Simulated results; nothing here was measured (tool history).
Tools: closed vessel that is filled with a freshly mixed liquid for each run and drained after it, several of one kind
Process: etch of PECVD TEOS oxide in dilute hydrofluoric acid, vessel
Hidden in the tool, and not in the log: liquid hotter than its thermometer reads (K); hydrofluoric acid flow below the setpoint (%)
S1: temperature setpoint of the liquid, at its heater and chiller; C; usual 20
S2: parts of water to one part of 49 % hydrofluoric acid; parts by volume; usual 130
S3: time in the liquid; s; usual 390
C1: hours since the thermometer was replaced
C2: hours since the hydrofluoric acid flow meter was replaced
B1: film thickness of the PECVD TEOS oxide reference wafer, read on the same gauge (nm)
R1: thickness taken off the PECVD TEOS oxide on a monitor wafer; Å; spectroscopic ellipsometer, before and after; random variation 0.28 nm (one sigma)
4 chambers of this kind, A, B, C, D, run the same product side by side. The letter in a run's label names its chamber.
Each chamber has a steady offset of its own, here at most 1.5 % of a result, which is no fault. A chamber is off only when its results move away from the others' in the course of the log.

run   hour  S1   S2   S3      C1      C2      B1      R1
 1D    8.1  20  130  390   110.2   251.1  79.998   416.1
 2B   12.9  20  130  390  1834.2     939  79.993  432.32
 3C   19.1  20  130  390    2145   137.9  79.978   421.3
 4A   29.1  20  130  390  1046.1     434  80.008  421.51
 5B     37  20  130  390  1858.3   963.1  79.996  428.82
 6A   44.9  20  130  390  1061.9   449.8  79.988  423.58
 7D   52.7  20  130  390   154.8   295.7  80.002  422.09
 8C   62.6  20  130  390  2188.5   181.4  80.006  417.77
 9B   68.5  20  130  390  1889.8   994.6  79.971  436.42
10D   74.3  20  130  390   176.4   317.3  79.981  416.92
11C   80.4  20  130  390  2206.3   199.2  79.986  419.28
12A   86.7  20  130  390  1103.7   491.6  80.003  412.54
13A   95.4  20  130  390  1112.4   500.3  79.964  408.52
14D  101.8  20  130  605   203.9   344.8  79.997  653.86
15C  108.3  20  130  605  2234.2   227.1  80.015  664.33
16B  116.7  20  130  605    1938  1042.8  80.008  674.72
17D  125.6  20  130  605   227.7   368.6  79.985   653.1
18C  132.5  20  165  390  2258.4   251.3  79.974  321.68
19A  137.9  20  165  390  1154.9   542.8  80.004  304.36
20B  147.3  20  165  390  1968.6  1073.4  79.979  329.01
21C  152.5  20  165  390  2278.4   271.3  80.025  316.77
22D  161.1  20  130  390   263.2   404.1  80.014  419.72
23B  168.9  20  130  390  1990.2    1095  80.013  431.28
24A  174.8  20  130  390  1191.8   579.7  80.012  396.29
25B  181.6  20  130  390  2002.9  1107.7  79.991   437.6

Next, every chamber runs the same settings. What will each give?
26A  189.1  20  130  390               ?
26B  189.1  20  130  390               ?
26C  189.1  20  130  390               ?
26D  189.1  20  130  390               ?

run      R1
26A  391.89
26B  430.54
26C  418.51
26D  419.39

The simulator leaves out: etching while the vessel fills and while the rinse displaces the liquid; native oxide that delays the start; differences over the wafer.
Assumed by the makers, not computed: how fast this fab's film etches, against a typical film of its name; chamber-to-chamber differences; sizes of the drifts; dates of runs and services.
